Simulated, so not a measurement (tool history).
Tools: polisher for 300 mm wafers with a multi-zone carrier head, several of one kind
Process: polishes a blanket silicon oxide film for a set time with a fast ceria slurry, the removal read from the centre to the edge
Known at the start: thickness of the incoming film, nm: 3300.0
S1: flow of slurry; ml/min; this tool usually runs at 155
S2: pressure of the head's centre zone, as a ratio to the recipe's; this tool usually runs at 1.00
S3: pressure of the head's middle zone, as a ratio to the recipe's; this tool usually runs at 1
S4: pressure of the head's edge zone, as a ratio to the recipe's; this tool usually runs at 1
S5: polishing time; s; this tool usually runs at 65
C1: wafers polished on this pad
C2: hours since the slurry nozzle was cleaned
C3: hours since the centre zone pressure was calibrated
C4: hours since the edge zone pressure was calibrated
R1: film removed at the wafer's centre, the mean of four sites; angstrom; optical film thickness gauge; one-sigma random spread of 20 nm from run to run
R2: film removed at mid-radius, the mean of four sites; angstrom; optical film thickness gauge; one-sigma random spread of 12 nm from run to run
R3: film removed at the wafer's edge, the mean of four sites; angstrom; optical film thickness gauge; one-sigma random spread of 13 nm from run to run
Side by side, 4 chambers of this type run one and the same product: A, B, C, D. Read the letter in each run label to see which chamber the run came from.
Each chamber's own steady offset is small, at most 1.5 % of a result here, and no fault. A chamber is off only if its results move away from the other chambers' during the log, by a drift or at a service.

run   hour   S1    S2  S3  S4  S5    C1     C2     C3     C4     R1     R2     R3
       6.1  -- chamber B: worn pad replaced by a new one
 1B    7.4  155  1.00   1   1  65    17  173.5  476.5  229.6  13239  13363  13440
       7.5  -- chamber C: worn pad replaced by a new one
 2C   19.6  155  1.00   1   1  65   156  160.4  139.3  494.4  12962  13662  13701
 3A   26.6  155  1.00   1   1  65   472  399.3  106.2   30.9  13288  13602  13224
 4D   41.3  155  1.00   1   1  65  1055  156.7  262.8  609.0  13840  13333  13437
      41.4  -- chamber D: worn pad replaced by a new one
      42.0  -- chamber A: worn pad replaced by a new one
 5B   53.7  155  1.00   1   1  65   615  219.8  522.8  275.9  13268  13582  13297
 6A   64.0  155  1.00   1   1  65   284  436.7  143.6   68.3  13475  13618  13616
 7D   73.6  155  1.00   1   1  65   417  189.0  295.1  641.3  13756  13265  13218
      74.5  -- chamber B: worn pad replaced by a new one
 8C   87.7  155  1.00   1   1  65  1036  228.5  207.4  562.5  13044  13499  13664
      91.1  -- chamber A: worn pad replaced by a new one
 9B   97.7  155  1.00   1   1  65   300  263.8  566.8  319.9  13189  13356  13193
     101.7  -- chamber D: edge zone pressure recalibrated
10D  110.0  155  1.00   1   1  65   887  225.4  331.5    8.4  13587  13493  13025
11A  118.8  155  1.00   1   1  65   358  491.5  198.4  123.1  13534  13661  13453
     123.9  -- chamber C: worn pad replaced by a new one
     125.0  -- chamber B: centre zone pressure recalibrated
12C  129.5  155  1.00   1   1  65    73  270.3  249.2  604.3  13333  13501  13398
     137.2  -- chamber D: worn pad replaced by a new one
13B  142.7  155  1.00   1   1  65   881  308.8   17.7  364.9  13379  13479  13334
     145.9  -- chamber A: worn pad replaced by a new one
14C  151.6  155  1.00   1   1  65   358  292.4  271.3  626.4  13366  13430  13351
     154.4  -- chamber B: edge zone pressure recalibrated
     156.2  -- chamber B: worn pad replaced by a new one
15A  166.2  155  0.92   1   1  79   262  538.9  245.8  170.5  14938  16392  16299
16D  175.2  155  0.92   1   1  79   491  290.6  396.7   73.6  16045  16295  16081
17B  184.0  155  0.92   1   1  79   359  350.1   59.0   29.6  14527  16490  16128
18C  194.2  155  0.92   1   1  79   908  335.0  313.9  669.0  14795  16315  16430
19D  202.4  155  1.00   1   1  65   842  317.8  423.9  100.8  14355  13168  13159
20A  209.8  155  1.00   1   1  65   825  582.5  289.4  214.1  13406  13300  13303
     210.5  -- chamber A: worn pad replaced by a new one
21D  221.8  155  1.00   1   1  65  1093  337.2  443.3  120.2  14597  13557  13355
     225.8  -- chamber B: worn pad replaced by a new one
22B  235.8  155  1.00   1   1  65   130  401.9  110.8   81.4  13255  13332  13375
23C  243.7  155  1.00   1   1  65  1547  384.5  363.4  718.5  13465  13513  13484
24A  253.0  155  1.00   1   1  65   549  625.7  332.6  257.3  13609  13268  13090
25A  268.0  155  1.00   1   1  65   743  640.7  347.6  272.3  13465  13380  13213
26B  282.8  155  1.00   1   1  65   737  448.9  157.8  128.4  13258  13510  13543

Next, every chamber runs the same settings. What will each give?
27A  294.0  155  1.00   1   1  65                   ?   ?   ?
27B  294.0  155  1.00   1   1  65                   ?   ?   ?
27C  294.0  155  1.00   1   1  65                   ?   ?   ?
27D  294.0  155  1.00   1   1  65                   ?   ?   ?

run     R1     R2     R3
27A  13202  13522  13334
27B  12924  13311  13626
27C  13070  13346  13555
27D  15167  13438  13605

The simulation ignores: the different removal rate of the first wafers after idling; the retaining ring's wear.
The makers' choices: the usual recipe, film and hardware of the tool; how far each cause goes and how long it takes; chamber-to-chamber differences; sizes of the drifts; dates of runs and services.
